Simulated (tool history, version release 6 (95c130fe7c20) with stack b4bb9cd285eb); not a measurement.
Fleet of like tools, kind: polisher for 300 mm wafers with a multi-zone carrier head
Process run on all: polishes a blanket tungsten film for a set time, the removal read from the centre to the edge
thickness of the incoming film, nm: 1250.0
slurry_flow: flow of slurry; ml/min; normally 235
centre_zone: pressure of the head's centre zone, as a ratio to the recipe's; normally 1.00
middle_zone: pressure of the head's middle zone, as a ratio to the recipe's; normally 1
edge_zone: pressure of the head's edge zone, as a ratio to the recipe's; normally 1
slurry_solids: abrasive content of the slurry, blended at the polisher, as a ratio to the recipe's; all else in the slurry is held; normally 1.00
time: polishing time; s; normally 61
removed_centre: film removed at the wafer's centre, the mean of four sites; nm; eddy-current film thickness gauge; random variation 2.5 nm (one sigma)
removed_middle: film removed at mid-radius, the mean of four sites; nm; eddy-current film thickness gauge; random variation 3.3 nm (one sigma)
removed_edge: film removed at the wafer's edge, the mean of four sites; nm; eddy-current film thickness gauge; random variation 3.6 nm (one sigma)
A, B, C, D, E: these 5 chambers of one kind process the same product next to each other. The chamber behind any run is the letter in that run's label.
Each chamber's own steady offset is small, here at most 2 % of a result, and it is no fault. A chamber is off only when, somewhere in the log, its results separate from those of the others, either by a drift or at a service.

run,hour,slurry_flow,centre_zone,middle_zone,edge_zone,slurry_solids,time,wafers polished on this pad,hours since the slurry nozzle was cleaned,hours since the centre zone pressure was calibrated,hours since the edge zone pressure was calibrated,removed_centre,removed_middle,removed_edge
1D,5.7,235,1.00,1,1,1.00,61,426,5.9,758.0,603.9,369.40,378.40,372.20
2B,10.9,235,1.00,1,1,1.00,61,1076,223.3,901.1,263.5,377.97,371.52,371.32
# hour 12.9: chamber B: worn pad replaced by a new one
3E,16.1,235,1.00,1,1,1.00,61,714,95.8,834.6,334.1,365.91,369.51,369.59
4A,21.7,235,1.00,1,1,1.00,61,1000,387.1,70.2,36.6,375.62,369.32,368.87
5C,26.2,235,1.00,1,1,1.00,61,870,370.7,412.0,93.9,373.95,368.12,374.11
6E,32.5,235,1.00,1,1,1.00,61,912,112.2,851.0,350.5,366.78,370.35,374.28
# hour 34.4: chamber E: worn pad replaced by a new one
# hour 34.9: chamber A: worn pad replaced by a new one
7A,38.6,235,1.00,1,1,1.00,61,44,404.0,87.1,53.5,375.16,371.44,359.85
8D,43.6,235,1.00,1,1,1.00,61,883,43.8,795.9,641.8,373.08,376.64,374.27
# hour 47.2: chamber C: worn pad replaced by a new one
9B,47.3,235,1.00,1,1,1.00,61,415,259.7,937.5,299.9,377.71,369.53,369.89
10C,51.1,235,1.00,1,1,1.00,61,47,395.6,436.9,118.8,380.41,378.01,368.67
# hour 53.4: chamber D: centre zone pressure recalibrated
11A,56.2,235,1.05,1,1,0.75,61,257,421.6,104.7,71.1,370.73,348.81,342.62
12D,59.7,235,1.05,1,1,0.75,61,1078,59.9,6.3,657.9,369.60,354.69,354.80
13C,65.5,235,1.05,1,1,0.75,61,221,410.0,451.3,133.2,371.41,349.52,349.32
14B,70.3,235,1.05,1,1,0.75,61,693,282.7,960.5,322.9,371.68,348.09,347.92
15E,76.9,235,1.05,1,1,0.75,61,513,156.6,895.4,394.9,360.78,346.67,346.91
16B,83.5,235,1.00,1,1,1.00,61,853,295.9,973.7,336.1,374.47,369.96,374.29
17E,86.6,235,1.00,1,1,1.00,61,631,166.3,905.1,404.6,365.00,373.78,369.59
# hour 89.5: chamber B: slurry nozzle cleaned
18D,90.4,235,1.00,1,1,1.00,61,1448,90.6,37.0,688.6,368.49,373.75,372.48
19A,93.4,235,1.00,1,1,1.00,61,706,458.8,141.9,108.3,374.45,367.31,371.02
20C,99.5,235,1.00,1,1,1.00,61,631,444.0,485.3,167.2,373.31,369.78,378.92
21E,105.6,235,1.00,1,1,1.00,61,860,185.3,924.1,423.6,364.03,372.33,377.28
# hour 110.2: chamber B: worn pad replaced by a new one
22B,112.4,235,1.00,1,1,1.00,61,26,22.9,1002.6,365.0,374.98,364.49,372.31
# hour 112.7: chamber E: worn pad replaced by a new one
23D,115.8,265,1.00,1,1,1.00,61,1755,116.0,62.4,714.0,365.69,368.30,374.72
24C,122.6,265,1.00,1,1,1.00,61,910,467.1,508.4,190.3,380.78,371.76,382.89
# hour 123.9: chamber A: worn pad replaced by a new one
25A,127.9,265,1.00,1,1,1.00,61,49,493.3,176.4,142.8,382.10,372.83,372.81
26B,134.5,265,1.00,1,1,1.00,61,293,45.0,1024.7,387.1,383.13,377.66,377.55
27C,138.0,265,1.00,1,1,1.00,61,1096,482.5,523.8,205.7,380.29,378.01,373.62
# hour 143.1: chamber C: worn pad replaced by a new one
28A,143.4,235,1.00,1,1,1.00,61,236,508.8,191.9,158.3,382.13,366.97,369.33
29D,148.6,235,1.00,1,1,1.00,61,2151,148.8,95.2,746.8,352.18,361.17,354.87
30E,154.7,235,1.00,1,1,1.00,61,507,234.4,973.2,472.7,366.80,375.74,371.38
31E,159.5,235,1.00,1,1,1.00,61,565,239.2,978.0,477.5,368.66,371.69,374.97
32A,166.1,235,1.00,1,1,1.00,61,510,531.5,214.6,181.0,375.81,373.83,362.77
33D,171.9,235,1.00,1,1,1.00,61,2433,172.1,118.5,770.1,349.09,354.25,350.99
34B,175.7,235,1.00,1,1,1.00,61,791,86.2,1065.9,428.3,375.88,375.12,371.41
# hour 181.1: chamber E: worn pad replaced by a new one
35C,182.5,235,1.00,1,1,1.00,61,476,527.0,568.3,250.2,374.35,374.02,376.56
36C,187.5,235,1.00,1,1,1.00,61,536,532.0,573.3,255.2,371.64,372.73,376.12
37B,190.7,295,1.00,1,1,1.10,61,972,101.2,1080.9,443.3,395.02,395.49,386.34
38A,194.9,295,1.00,1,1,1.10,61,858,560.3,243.4,209.8,393.11,386.08,381.91
39D,199.8,295,1.00,1,1,1.10,61,2770,200.0,146.4,798.0,356.74,358.39,355.57
40E,203.1,295,1.00,1,1,1.10,61,266,282.8,1021.6,521.1,388.94,390.39,394.85
41B,208.5,295,1.00,1,1,1.10,61,1187,119.0,1098.7,461.1,393.30,391.44,385.88

Is one chamber out of step, is the gauge drifting, or do the chambers differ by no more than their own small offsets? For an off chamber, give its letter and the likeliest cause.

Little by little, chamber D moves away from the other chambers.
What lies behind it: removal rate lost through wear of the pad, % = 9.25.
The log may not tell that from: slurry flow missing at the pad, %.

Below are 4 candidate recipes for chamber D's next run, each the usual settings with a change, their results shown as question marks. Which of them brings D's results back in line with what the other chambers give on the usual settings?
In line here means within this much of the mean the other chambers give on the usual settings: removed_centre 8.70 nm; removed_middle 11.00 nm; removed_edge 12.00 nm
42D-1,213.5,230,0.96,1,1.01,0.95,52,,,,,?,?,?
42D-2,213.5,240,1.02,1,1.00,1.00,66,,,,,?,?,?
42D-3,213.5,230,0.98,1,1.00,1.00,56,,,,,?,?,?
42D-4,213.5,240,1.04,1,1.00,1.05,71,,,,,?,?,?

Other chambers, usual settings, mean: removed_centre 373.70 nm; removed_middle 371.37 nm; removed_edge 371.61 nm
run,removed_centre,removed_middle,removed_edge
42D-1,269.79,287.34,287.61
42D-2,372.77,370.98,369.00
42D-3,300.89,313.21,311.87
42D-4,414.47,403.71,401.61
42D-2 puts the chamber back in line with the other chambers.

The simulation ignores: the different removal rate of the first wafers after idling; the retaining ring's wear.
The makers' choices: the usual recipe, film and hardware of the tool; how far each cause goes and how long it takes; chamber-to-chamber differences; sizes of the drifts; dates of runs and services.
